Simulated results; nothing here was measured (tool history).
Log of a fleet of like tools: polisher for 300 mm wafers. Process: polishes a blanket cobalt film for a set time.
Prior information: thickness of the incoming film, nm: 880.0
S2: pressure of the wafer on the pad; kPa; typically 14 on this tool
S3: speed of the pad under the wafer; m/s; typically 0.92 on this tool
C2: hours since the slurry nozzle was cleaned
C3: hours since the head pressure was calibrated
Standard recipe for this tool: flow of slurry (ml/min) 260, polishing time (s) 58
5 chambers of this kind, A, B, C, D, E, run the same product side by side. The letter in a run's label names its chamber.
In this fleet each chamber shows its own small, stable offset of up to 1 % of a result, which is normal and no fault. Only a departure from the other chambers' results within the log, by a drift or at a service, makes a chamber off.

run 1B day=0.292 | flow_of_slurry_(ml/min)=260 S2=14 S3=0.92 polishing_time_(s)=58 | wafers_polished_on_this_pad=420 C2=503.8 C3=1037.9 | film_removed_(Å)=2260.7
run 2E day=0.625 | flow_of_slurry_(ml/min)=260 S2=14 S3=0.92 polishing_time_(s)=58 | wafers_polished_on_this_pad=265 C2=666.0 C3=395.3 | film_removed_(Å)=2265.3
run 3A day=0.938 | flow_of_slurry_(ml/min)=260 S2=14 S3=0.92 polishing_time_(s)=58 | wafers_polished_on_this_pad=355 C2=73.1 C3=616.6 | film_removed_(Å)=2314.6
run 4D day=1.233 | flow_of_slurry_(ml/min)=260 S2=14 S3=0.92 polishing_time_(s)=58 | wafers_polished_on_this_pad=560 C2=177.8 C3=239.3 | film_removed_(Å)=2274.0
run 5C day=1.888 | flow_of_slurry_(ml/min)=345 S2=14 S3=0.92 polishing_time_(s)=58 | wafers_polished_on_this_pad=977 C2=107.3 C3=1006.2 | film_removed_(Å)=2355.2
run 6C day=2.471 | flow_of_slurry_(ml/min)=345 S2=14 S3=0.92 polishing_time_(s)=58 | wafers_polished_on_this_pad=1102 C2=121.3 C3=1020.2 | film_removed_(Å)=2314.3
-- day=2.621 chamber D: worn pad replaced by a new one
-- day=2.642 chamber C: worn pad replaced by a new one
run 7E day=2.762 | flow_of_slurry_(ml/min)=345 S2=14 S3=0.92 polishing_time_(s)=58 | wafers_polished_on_this_pad=725 C2=717.3 C3=446.6 | film_removed_(Å)=2327.6
-- day=3.000 chamber A: worn pad replaced by a new one
run 8B day=3.192 | flow_of_slurry_(ml/min)=345 S2=14 S3=0.92 polishing_time_(s)=58 | wafers_polished_on_this_pad=1044 C2=573.4 C3=1107.5 | film_removed_(Å)=2330.0
-- day=3.612 chamber E: worn pad replaced by a new one
run 9A day=3.683 | flow_of_slurry_(ml/min)=345 S2=14 S3=0.92 polishing_time_(s)=58 | wafers_polished_on_this_pad=147 C2=139.0 C3=682.5 | film_removed_(Å)=2379.4
run 10D day=3.975 | flow_of_slurry_(ml/min)=260 S2=14 S3=0.92 polishing_time_(s)=58 | wafers_polished_on_this_pad=291 C2=243.6 C3=305.1 | film_removed_(Å)=2276.8
run 11C day=4.471 | flow_of_slurry_(ml/min)=260 S2=14 S3=0.92 polishing_time_(s)=58 | wafers_polished_on_this_pad=393 C2=169.3 C3=1068.2 | film_removed_(Å)=2288.0
-- day=4.575 chamber D: head pressure recalibrated
run 12A day=4.925 | flow_of_slurry_(ml/min)=260 S2=14 S3=0.92 polishing_time_(s)=58 | wafers_polished_on_this_pad=414 C2=168.8 C3=712.3 | film_removed_(Å)=2264.8
-- day=5.304 chamber B: worn pad replaced by a new one
run 13E day=5.367 | flow_of_slurry_(ml/min)=260 S2=14 S3=0.92 polishing_time_(s)=58 | wafers_polished_on_this_pad=377 C2=779.8 C3=509.1 | film_removed_(Å)=2277.7
run 14B day=5.800 | flow_of_slurry_(ml/min)=260 S2=14 S3=0.92 polishing_time_(s)=58 | wafers_polished_on_this_pad=107 C2=636.0 C3=1170.1 | film_removed_(Å)=2275.9
run 15D day=6.212 | flow_of_slurry_(ml/min)=260 S2=14 S3=0.92 polishing_time_(s)=58 | wafers_polished_on_this_pad=772 C2=297.3 C3=39.4 | film_removed_(Å)=2250.8
-- day=6.575 chamber A: worn pad replaced by a new one
run 16B day=6.883 | flow_of_slurry_(ml/min)=260 S2=14 S3=0.92 polishing_time_(s)=58 | wafers_polished_on_this_pad=340 C2=662.0 C3=1196.1 | film_removed_(Å)=2292.9
-- day=7.004 chamber D: worn pad replaced by a new one
run 17E day=7.308 | flow_of_slurry_(ml/min)=260 S2=14 S3=0.92 polishing_time_(s)=58 | wafers_polished_on_this_pad=795 C2=826.4 C3=555.7 | film_removed_(Å)=2248.3
-- day=7.425 chamber C: worn pad replaced by a new one
-- day=7.479 chamber E: worn pad replaced by a new one
run 18D day=7.712 | flow_of_slurry_(ml/min)=260 S2=14 S3=0.92 polishing_time_(s)=58 | wafers_polished_on_this_pad=152 C2=333.3 C3=75.4 | film_removed_(Å)=2279.5
-- day=7.912 chamber E: slurry nozzle cleaned
-- day=7.933 chamber D: slurry nozzle cleaned
run 19C day=8.279 | flow_of_slurry_(ml/min)=260 S2=14 S3=0.92 polishing_time_(s)=58 | wafers_polished_on_this_pad=184 C2=260.7 C3=1159.6 | film_removed_(Å)=2309.3
run 20A day=8.833 | flow_of_slurry_(ml/min)=260 S2=14 S3=0.92 polishing_time_(s)=58 | wafers_polished_on_this_pad=486 C2=262.6 C3=806.1 | film_removed_(Å)=2221.2
-- day=9.258 chamber E: head pressure recalibrated
run 21D day=9.362 | flow_of_slurry_(ml/min)=260 S2=14 S3=0.92 polishing_time_(s)=58 | wafers_polished_on_this_pad=507 C2=34.3 C3=115.0 | film_removed_(Å)=2295.5
run 22C day=9.829 | flow_of_slurry_(ml/min)=260 S2=14 S3=0.92 polishing_time_(s)=58 | wafers_polished_on_this_pad=517 C2=297.9 C3=1196.8 | film_removed_(Å)=2271.5
-- day=10.133 chamber C: slurry nozzle cleaned
run 23B day=10.375 | flow_of_slurry_(ml/min)=260 S2=14 S3=0.92 polishing_time_(s)=58 | wafers_polished_on_this_pad=1090 C2=745.8 C3=1279.9 | film_removed_(Å)=2292.3
-- day=10.550 chamber C: head pressure recalibrated
-- day=10.829 chamber A: worn pad replaced by a new one
run 24E day=10.875 | flow_of_slurry_(ml/min)=260 S2=14 S3=0.92 polishing_time_(s)=58 | wafers_polished_on_this_pad=730 C2=71.2 C3=38.9 | film_removed_(Å)=2284.8
run 25A day=11.296 | flow_of_slurry_(ml/min)=260 S2=14 S3=0.92 polishing_time_(s)=58 | wafers_polished_on_this_pad=100 C2=321.7 C3=865.2 | film_removed_(Å)=2202.9
-- day=11.400 chamber E: worn pad replaced by a new one
-- day=11.725 chamber D: worn pad replaced by a new one
-- day=11.833 chamber B: worn pad replaced by a new one
run 26A day=11.846 | flow_of_slurry_(ml/min)=260 S2=14 S3=0.92 polishing_time_(s)=58 | wafers_polished_on_this_pad=219 C2=334.9 C3=878.4 | film_removed_(Å)=2190.5
-- day=12.358 chamber C: worn pad replaced by a new one
run 27B day=12.438 | flow_of_slurry_(ml/min)=260 S2=14 S3=0.92 polishing_time_(s)=58 | wafers_polished_on_this_pad=129 C2=795.3 C3=1329.4 | film_removed_(Å)=2285.9
-- day=13.000 chamber B: head pressure recalibrated
run 28E day=13.067 | flow_of_slurry_(ml/min)=260 S2=14 S3=0.92 polishing_time_(s)=58 | wafers_polished_on_this_pad=358 C2=123.8 C3=91.5 | film_removed_(Å)=2275.8
run 29C day=13.508 | flow_of_slurry_(ml/min)=260 S2=14 S3=0.92 polishing_time_(s)=58 | wafers_polished_on_this_pad=247 C2=81.0 C3=71.1 | film_removed_(Å)=2287.7
run 30D day=13.938 | flow_of_slurry_(ml/min)=260 S2=14 S3=0.92 polishing_time_(s)=58 | wafers_polished_on_this_pad=475 C2=144.1 C3=224.8 | film_removed_(Å)=2287.7
run 31C day=14.496 | flow_of_slurry_(ml/min)=260 S2=14 S3=0.92 polishing_time_(s)=58 | wafers_polished_on_this_pad=460 C2=104.7 C3=94.8 | film_removed_(Å)=2300.9
run 32A day=14.800 | flow_of_slurry_(ml/min)=300 S2=14 S3=0.92 polishing_time_(s)=42 | wafers_polished_on_this_pad=854 C2=405.8 C3=949.3 | film_removed_(Å)=1559.0
run 33B day=15.104 | flow_of_slurry_(ml/min)=300 S2=14 S3=0.92 polishing_time_(s)=42 | wafers_polished_on_this_pad=703 C2=859.3 C3=50.5 | film_removed_(Å)=1666.6
-- day=15.442 chamber D: worn pad replaced by a new one
run 34D day=15.612 | flow_of_slurry_(ml/min)=300 S2=14 S3=0.92 polishing_time_(s)=42 | wafers_polished_on_this_pad=36 C2=184.3 C3=265.0 | film_removed_(Å)=1699.9

All 5 chambers run these settings next. Forecast each chamber's results:
run 35A day=16.096 | flow_of_slurry_(ml/min)=260 S2=14 S3=0.92 polishing_time_(s)=58 | film_removed_(Å)=?
run 35B day=16.096 | flow_of_slurry_(ml/min)=260 S2=14 S3=0.92 polishing_time_(s)=58 | film_removed_(Å)=?
run 35C day=16.096 | flow_of_slurry_(ml/min)=260 S2=14 S3=0.92 polishing_time_(s)=58 | film_removed_(Å)=?
run 35D day=16.096 | flow_of_slurry_(ml/min)=260 S2=14 S3=0.92 polishing_time_(s)=58 | film_removed_(Å)=?
run 35E day=16.096 | flow_of_slurry_(ml/min)=260 S2=14 S3=0.92 polishing_time_(s)=58 | film_removed_(Å)=?

run=35A film_removed_(Å)=2083.7
run=35B film_removed_(Å)=2246.7
run=35C film_removed_(Å)=2304.0
run=35D film_removed_(Å)=2321.6
run=35E film_removed_(Å)=2288.5
